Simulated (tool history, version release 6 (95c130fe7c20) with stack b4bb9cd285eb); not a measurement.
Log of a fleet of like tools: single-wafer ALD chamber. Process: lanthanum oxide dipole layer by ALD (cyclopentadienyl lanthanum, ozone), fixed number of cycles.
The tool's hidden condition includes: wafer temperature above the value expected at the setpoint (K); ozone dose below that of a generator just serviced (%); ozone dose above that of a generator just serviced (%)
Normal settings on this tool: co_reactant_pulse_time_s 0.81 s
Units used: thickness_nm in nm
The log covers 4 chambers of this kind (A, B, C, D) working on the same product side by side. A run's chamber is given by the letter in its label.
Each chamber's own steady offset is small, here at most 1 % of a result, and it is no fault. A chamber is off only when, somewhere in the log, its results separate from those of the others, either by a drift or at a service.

run    day  co_reactant_pulse_time_s  hours since the last thermocouple change  hours since the last ozone generator service  read-back reference wafer on the same gauge, thickness_nm  thickness_nm
 1A  0.312                      0.81                                    1578.2                                         792.9                                                    0.49298       0.46328
     0.483  -- chamber B: ozone generator serviced
 2C  0.512                      0.81                                     994.1                                         583.4                                                    0.49283        0.4602
 3B  0.692                      0.81                                     174.9                                           5.1                                                    0.49283       0.46855
 4D  1.004                      0.81                                    1238.5                                        1121.1                                                    0.49274        0.4623
 5B  1.188                      0.81                                     186.8                                            17                                                    0.49272       0.46801
 6D    1.4                      0.71                                      1248                                        1130.6                                                    0.49264        0.4374
 7C  1.567                      0.71                                    1019.4                                         608.7                                                    0.49261        0.4345
 8A  1.833                      0.71                                    1614.7                                         829.4                                                    0.49264        0.4374
 9D  2.158                      0.71                                    1266.2                                        1148.8                                                    0.49245       0.43773
10C  2.342                      0.81                                      1038                                         627.3                                                    0.49246        0.4599
11B  2.608                      0.81                                     220.9                                          51.1                                                    0.49248       0.46734
12A  2.883                      1.03                                    1639.9                                         854.6                                                    0.49233       0.50396
13A  3.204                      1.03                                    1647.6                                         862.3                                                    0.49225       0.50423
14D    3.4                      1.03                                      1296                                        1178.6                                                    0.49235       0.50288
15C    3.7                      1.03                                    1070.6                                         659.9                                                    0.49221       0.49946
16B  3.862                      0.81                                       251                                          81.2                                                    0.49226       0.46674
17B  4.079                      0.81                                     256.2                                          86.4                                                    0.49215       0.46736
18D  4.258                      0.81                                    1316.6                                        1199.2                                                    0.49192       0.46259
19C  4.583                      1.04                                    1091.8                                         681.1                                                    0.49196       0.49978
20A  4.858                      1.04                                    1687.3                                           902                                                    0.49189       0.50474
21D  5.083                      1.04                                    1336.4                                          1219                                                    0.49197       0.50439
22B  5.404                      1.04                                       288                                         118.2                                                    0.49187       0.50828
     5.542  -- chamber A: thermocouple changed; heater temperature recalibrated
23A  5.554                      0.81                                       0.3                                         918.7                                                    0.49189       0.46246
24C  5.817                         1                                    1121.4                                         710.7                                                    0.49173       0.49411
25B  6.075                         1                                     304.1                                         134.3                                                    0.49177       0.50327
     6.125  -- chamber D: ozone generator serviced
26A  6.254                         1                                      17.1                                         935.5                                                    0.49165       0.49974
27D  6.442                         1                                      1369                                           7.6                                                    0.49168       0.49718
28C  6.658                      0.81                                    1141.6                                         730.9                                                    0.49159       0.45895
29A  6.971                      0.81                                      34.3                                         952.7                                                     0.4915       0.46241
30B  7.167                      0.81                                     330.3                                         160.5                                                    0.49145       0.46694
31C  7.342                      0.81                                      1158                                         747.3                                                    0.49141       0.45829
32D    7.5                      0.81                                    1394.4                                            33                                                    0.49141       0.46072
33D  7.692                      0.81                                      1399                                          37.6                                                    0.49129       0.46093
34C  8.012                      0.81                                    1174.1                                         763.4                                                    0.49141       0.45863
35B  8.267                      0.81                                     356.7                                         186.9                                                     0.4913        0.4672
36A   8.55                      0.81                                      72.2                                         990.6                                                    0.49119       0.46201
37C  8.817                      0.81                                    1193.4                                         782.7                                                    0.49116       0.45862
38D  9.133                      1.11                                    1433.6                                          72.2                                                    0.49103       0.51203
39B  9.433                      1.11                                     384.7                                         214.9                                                    0.49099        0.5184
40A  9.692                      1.11                                      99.6                                          1018                                                    0.49095       0.51443

One chamber off, gauge drift, or nothing amiss beyond the chambers' own small offsets? If it is a chamber, which one, and what is the likeliest cause?

The shared gauge is drifting. All chambers look as if they move in step, but none is off.
Most likely cause: gauge reads low (%) = 0.425.
